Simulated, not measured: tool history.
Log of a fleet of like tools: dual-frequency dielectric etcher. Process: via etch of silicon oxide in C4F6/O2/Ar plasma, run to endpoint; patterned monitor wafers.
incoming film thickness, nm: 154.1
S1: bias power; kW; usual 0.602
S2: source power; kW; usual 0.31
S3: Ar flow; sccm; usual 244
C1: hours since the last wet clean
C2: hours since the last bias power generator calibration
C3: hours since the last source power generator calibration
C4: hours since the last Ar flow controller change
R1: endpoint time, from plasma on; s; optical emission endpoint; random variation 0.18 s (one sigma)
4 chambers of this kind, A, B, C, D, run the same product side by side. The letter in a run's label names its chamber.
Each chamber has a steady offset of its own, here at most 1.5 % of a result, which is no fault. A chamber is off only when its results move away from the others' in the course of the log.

run 1D hour=3.4 | S1=0.602 S2=0.31 S3=244 | C1=164.6 C2=3988.1 C3=1458.3 C4=242.9 | R1=33.671
run 2A hour=6.2 | S1=0.602 S2=0.31 S3=244 | C1=92 C2=1377.5 C3=518.7 C4=1714.9 | R1=34.071
run 3C hour=10.3 | S1=0.602 S2=0.31 S3=244 | C1=230.9 C2=1221.6 C3=3031 C4=3829.2 | R1=33.943
run 4B hour=12.9 | S1=0.602 S2=0.31 S3=244 | C1=510.9 C2=1144.1 C3=1709.1 C4=3119.1 | R1=33.427
run 5A hour=16.4 | S1=0.602 S2=0.31 S3=244 | C1=102.2 C2=1387.7 C3=528.9 C4=1725.1 | R1=34.361
run 6D hour=18.8 | S1=0.602 S2=0.31 S3=244 | C1=180 C2=4003.5 C3=1473.7 C4=258.3 | R1=33.871
run 7B hour=22 | S1=0.602 S2=0.31 S3=244 | C1=520 C2=1153.2 C3=1718.2 C4=3128.2 | R1=33.55
run 8C hour=25.2 | S1=0.602 S2=0.31 S3=244 | C1=245.8 C2=1236.5 C3=3045.9 C4=3844.1 | R1=33.859
run 9D hour=27.3 | S1=0.602 S2=0.31 S3=244 | C1=188.5 C2=4012 C3=1482.2 C4=266.8 | R1=33.794
run 10A hour=31.8 | S1=0.602 S2=0.31 S3=244 | C1=117.6 C2=1403.1 C3=544.3 C4=1740.5 | R1=34.272
run 11C hour=35.4 | S1=0.602 S2=0.31 S3=244 | C1=256 C2=1246.7 C3=3056.1 C4=3854.3 | R1=33.922
run 12B hour=39.9 | S1=0.602 S2=0.31 S3=244 | C1=537.9 C2=1171.1 C3=1736.1 C4=3146.1 | R1=34.111
run 13D hour=44.1 | S1=0.675 S2=0.24 S3=244 | C1=205.3 C2=4028.8 C3=1499 C4=283.6 | R1=35.819
run 14C hour=47.1 | S1=0.675 S2=0.24 S3=244 | C1=267.7 C2=1258.4 C3=3067.8 C4=3866 | R1=35.787
run 15A hour=50.9 | S1=0.675 S2=0.24 S3=244 | C1=136.7 C2=1422.2 C3=563.4 C4=1759.6 | R1=36.356
run 16B hour=54.6 | S1=0.675 S2=0.24 S3=244 | C1=552.6 C2=1185.8 C3=1750.8 C4=3160.8 | R1=35.557
run 17A hour=57.3 | S1=0.602 S2=0.31 S3=244 | C1=143.1 C2=1428.6 C3=569.8 C4=1766 | R1=34.59
run 18C hour=59.8 | S1=0.602 S2=0.31 S3=244 | C1=280.4 C2=1271.1 C3=3080.5 C4=3878.7 | R1=33.842
run 19B hour=63.2 | S1=0.602 S2=0.27 S3=280 | C1=561.2 C2=1194.4 C3=1759.4 C4=3169.4 | R1=36.047
run 20D hour=66.3 | S1=0.602 S2=0.27 S3=280 | C1=227.5 C2=4051 C3=1521.2 C4=305.8 | R1=36.425
run 21B hour=69.8 | S1=0.602 S2=0.27 S3=280 | C1=567.8 C2=1201 C3=1766 C4=3176 | R1=36.019
run 22D hour=72.2 | S1=0.602 S2=0.27 S3=280 | C1=233.4 C2=4056.9 C3=1527.1 C4=311.7 | R1=36.487
run 23C hour=75.7 | S1=0.602 S2=0.31 S3=244 | C1=296.3 C2=1287 C3=3096.4 C4=3894.6 | R1=34.308
-- hour=75.9 chamber B: wet clean of the chamber
run 24A hour=79.9 | S1=0.602 S2=0.31 S3=244 | C1=165.7 C2=1451.2 C3=592.4 C4=1788.6 | R1=34.131
run 25C hour=82.5 | S1=0.602 S2=0.31 S3=244 | C1=303.1 C2=1293.8 C3=3103.2 C4=3901.4 | R1=34.709
run 26B hour=86.7 | S1=0.602 S2=0.31 S3=244 | C1=10.8 C2=1217.9 C3=1782.9 C4=3192.9 | R1=33.897
run 27A hour=89 | S1=0.602 S2=0.31 S3=244 | C1=174.8 C2=1460.3 C3=601.5 C4=1797.7 | R1=34.124
run 28D hour=92.9 | S1=0.602 S2=0.31 S3=244 | C1=254.1 C2=4077.6 C3=1547.8 C4=332.4 | R1=33.953
run 29A hour=97.3 | S1=0.602 S2=0.31 S3=244 | C1=183.1 C2=1468.6 C3=609.8 C4=1806 | R1=34.186
run 30C hour=100.6 | S1=0.602 S2=0.31 S3=244 | C1=321.2 C2=1311.9 C3=3121.3 C4=3919.5 | R1=34.753
run 31D hour=103.9 | S1=0.602 S2=0.31 S3=244 | C1=265.1 C2=4088.6 C3=1558.8 C4=343.4 | R1=33.962
run 32B hour=107.1 | S1=0.602 S2=0.31 S3=244 | C1=31.2 C2=1238.3 C3=1803.3 C4=3213.3 | R1=33.748
run 33C hour=109.7 | S1=0.602 S2=0.31 S3=244 | C1=330.3 C2=1321 C3=3130.4 C4=3928.6 | R1=35.055
run 34A hour=114.2 | S1=0.724 S2=0.31 S3=220 | C1=200 C2=1485.5 C3=626.7 C4=1822.9 | R1=31.508
run 35D hour=117 | S1=0.724 S2=0.31 S3=220 | C1=278.2 C2=4101.7 C3=1571.9 C4=356.5 | R1=31.162
run 36B hour=119.9 | S1=0.724 S2=0.31 S3=220 | C1=44 C2=1251.1 C3=1816.1 C4=3226.1 | R1=31.158
run 37D hour=122.4 | S1=0.724 S2=0.31 S3=220 | C1=283.6 C2=4107.1 C3=1577.3 C4=361.9 | R1=31.217
run 38B hour=125.8 | S1=0.602 S2=0.31 S3=244 | C1=49.9 C2=1257 C3=1822 C4=3232 | R1=33.888
run 39A hour=128.6 | S1=0.602 S2=0.31 S3=244 | C1=214.4 C2=1499.9 C3=641.1 C4=1837.3 | R1=34.31
run 40C hour=130.8 | S1=0.602 S2=0.31 S3=244 | C1=351.4 C2=1342.1 C3=3151.5 C4=3949.7 | R1=35.268

What goes on in this fleet: one chamber off, a drifting gauge, or nothing beyond the chambers' own small offsets? Name the chamber and the cause, if any.

Chamber C drifts away from the others.
Cause: etch rate under this chamber's usual, % = 4.59.

Here are 4 candidates for chamber C's next run, each the usual settings with a change, their results left as question marks. Which one brings its results back in line with what the others give on the usual settings?
In line means no further than this from the other chambers' mean on the usual settings: R1 0.64 s
run 41C-1 hour=134.3 | S1=0.594 S2=0.31 S3=245 | R1=?
run 41C-2 hour=134.3 | S1=0.568 S2=0.29 S3=248 | R1=?
run 41C-3 hour=134.3 | S1=0.602 S2=0.31 S3=159 | R1=?
run 41C-4 hour=134.3 | S1=0.61 S2=0.31 S3=243 | R1=?

The other chambers' mean on the usual settings: R1 34.04 s
run=41C-1 R1=35.749
run=41C-2 R1=37.313
run=41C-3 R1=33.922
run=41C-4 R1=35.356
41C-3 brings the chamber back in line.
